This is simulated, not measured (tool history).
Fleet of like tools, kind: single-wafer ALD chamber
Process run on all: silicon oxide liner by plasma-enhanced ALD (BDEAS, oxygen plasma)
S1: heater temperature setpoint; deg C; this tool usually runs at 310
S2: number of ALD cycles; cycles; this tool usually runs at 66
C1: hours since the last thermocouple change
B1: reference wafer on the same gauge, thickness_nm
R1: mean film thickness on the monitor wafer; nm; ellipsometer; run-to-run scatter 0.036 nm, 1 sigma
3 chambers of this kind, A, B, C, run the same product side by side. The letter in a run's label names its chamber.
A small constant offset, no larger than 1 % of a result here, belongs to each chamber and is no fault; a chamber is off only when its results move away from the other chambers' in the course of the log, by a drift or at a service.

Run 1B, hour 4.2: usual settings; C1 1488; B1 7.1793. Result: R1 6.0535 nm.
Run 2A, hour 6.6: usual settings; C1 67.3; B1 7.1777. Result: R1 6.0582 nm.
Run 3C, hour 8.9: usual settings; C1 665.2; B1 7.185. Result: R1 6.0566 nm.
Run 4C, hour 13: usual settings; C1 669.3; B1 7.1821. Result: R1 6.0851 nm.
Run 5B, hour 15.9: usual settings; C1 1499.7; B1 7.1877. Result: R1 6.1445 nm.
Run 6A, hour 19.7: usual settings; C1 80.4; B1 7.1861. Result: R1 5.9527 nm.
Run 7C, hour 21.9: usual settings but S1 323 deg C, S2 78 cycles; C1 678.2; B1 7.1777. Result: R1 7.0494 nm.
Run 8A, hour 25.8: usual settings but S1 323 deg C, S2 78 cycles; C1 86.5; B1 7.1761. Result: R1 6.996 nm.
Run 9B, hour 30: usual settings but S1 323 deg C, S2 78 cycles; C1 1513.8; B1 7.1816. Result: R1 7.1415 nm.
Run 10B, hour 33.5: usual settings; C1 1517.3; B1 7.1816. Result: R1 6.1718 nm.
Run 11C, hour 37.7: usual settings; C1 694; B1 7.1846. Result: R1 6.0121 nm.
Run 12A, hour 40.8: usual settings; C1 101.5; B1 7.1873. Result: R1 6.0129 nm.
Run 13C, hour 43.2: usual settings; C1 699.5; B1 7.1834. Result: R1 6.0366 nm.
Run 14B, hour 46.8: usual settings; C1 1530.6; B1 7.1789. Result: R1 6.0799 nm.
Run 15A, hour 51.4: usual settings; C1 112.1; B1 7.1753. Result: R1 5.9878 nm.
Run 16B, hour 54: usual settings; C1 1537.8; B1 7.1789. Result: R1 6.1062 nm.
Run 17A, hour 56.2: usual settings; C1 116.9; B1 7.1855. Result: R1 6.0136 nm.
Run 18C, hour 59.3: usual settings; C1 715.6; B1 7.179. Result: R1 6.0495 nm.
Run 19A, hour 63.3: usual settings; C1 124; B1 7.1857. Result: R1 6.0138 nm.
Run 20C, hour 65.9: usual settings; C1 722.2; B1 7.1711. Result: R1 6.0463 nm.
Run 21B, hour 68.3: usual settings; C1 1552.1; B1 7.1896. Result: R1 6.1434 nm.
Run 22C, hour 72.7: usual settings; C1 729; B1 7.1885. Result: R1 6.0595 nm.
Run 23B, hour 77.6: usual settings; C1 1561.4; B1 7.1783. Result: R1 6.1506 nm.
Run 24A, hour 80.2: usual settings but S1 304 deg C; C1 140.9; B1 7.1854. Result: R1 6.1174 nm.
Run 25A, hour 83.4: usual settings but S1 304 deg C; C1 144.1; B1 7.1756. Result: R1 6.1139 nm.
Run 26B, hour 86.3: usual settings but S1 304 deg C; C1 1570.1; B1 7.1748. Result: R1 6.2211 nm.
Run 27C, hour 90.7: usual settings; C1 747; B1 7.1774. Result: R1 6.023 nm.
Run 28A, hour 95.6: usual settings; C1 156.3; B1 7.1753. Result: R1 6.036 nm.
Run 29B, hour 99.5: usual settings; C1 1583.3; B1 7.1836. Result: R1 6.1181 nm.
Run 30C, hour 103.6: usual settings; C1 759.9; B1 7.1829. Result: R1 5.9835 nm.
Run 31C, hour 106.7: usual settings; C1 763; B1 7.1783. Result: R1 6.0512 nm.
Run 32B, hour 109.3: usual settings; C1 1593.1; B1 7.1863. Result: R1 6.0824 nm.
Run 33A, hour 114: usual settings; C1 174.7; B1 7.1882. Result: R1 6.028 nm.
Run 34A, hour 118.7: usual settings; C1 179.4; B1 7.1697. Result: R1 6.0124 nm.
Run 35C, hour 121.8: usual settings; C1 778.1; B1 7.1771. Result: R1 6.0855 nm.
Run 36B, hour 124: usual settings; C1 1607.8; B1 7.1874. Result: R1 6.119 nm.
Run 37C, hour 128.5: usual settings; C1 784.8; B1 7.1727. Result: R1 6.1001 nm.
Run 38A, hour 131.8: usual settings; C1 192.5; B1 7.1825. Result: R1 6.0802 nm.
Run 39B, hour 136.6: usual settings; C1 1620.4; B1 7.1746. Result: R1 6.025 nm.
Run 40B, hour 141.4: usual settings; C1 1625.2; B1 7.1828. Result: R1 6.05 nm.
Run 41A, hour 143.7: usual settings but S1 300 deg C, S2 61 cycles; C1 204.4; B1 7.169. Result: R1 5.6046 nm.
Run 42C, hour 146.3: usual settings but S1 300 deg C, S2 61 cycles; C1 802.6; B1 7.1907. Result: R1 5.7096 nm.

Has any chamber moved away from the others, gradually or after a service, or does the common gauge drift, or do the chambers differ only by their own small steady offsets? State the chamber and the most likely cause if one applies.

Neither any chamber nor the gauge drifts; the chambers differ only by their own small, steady offsets.

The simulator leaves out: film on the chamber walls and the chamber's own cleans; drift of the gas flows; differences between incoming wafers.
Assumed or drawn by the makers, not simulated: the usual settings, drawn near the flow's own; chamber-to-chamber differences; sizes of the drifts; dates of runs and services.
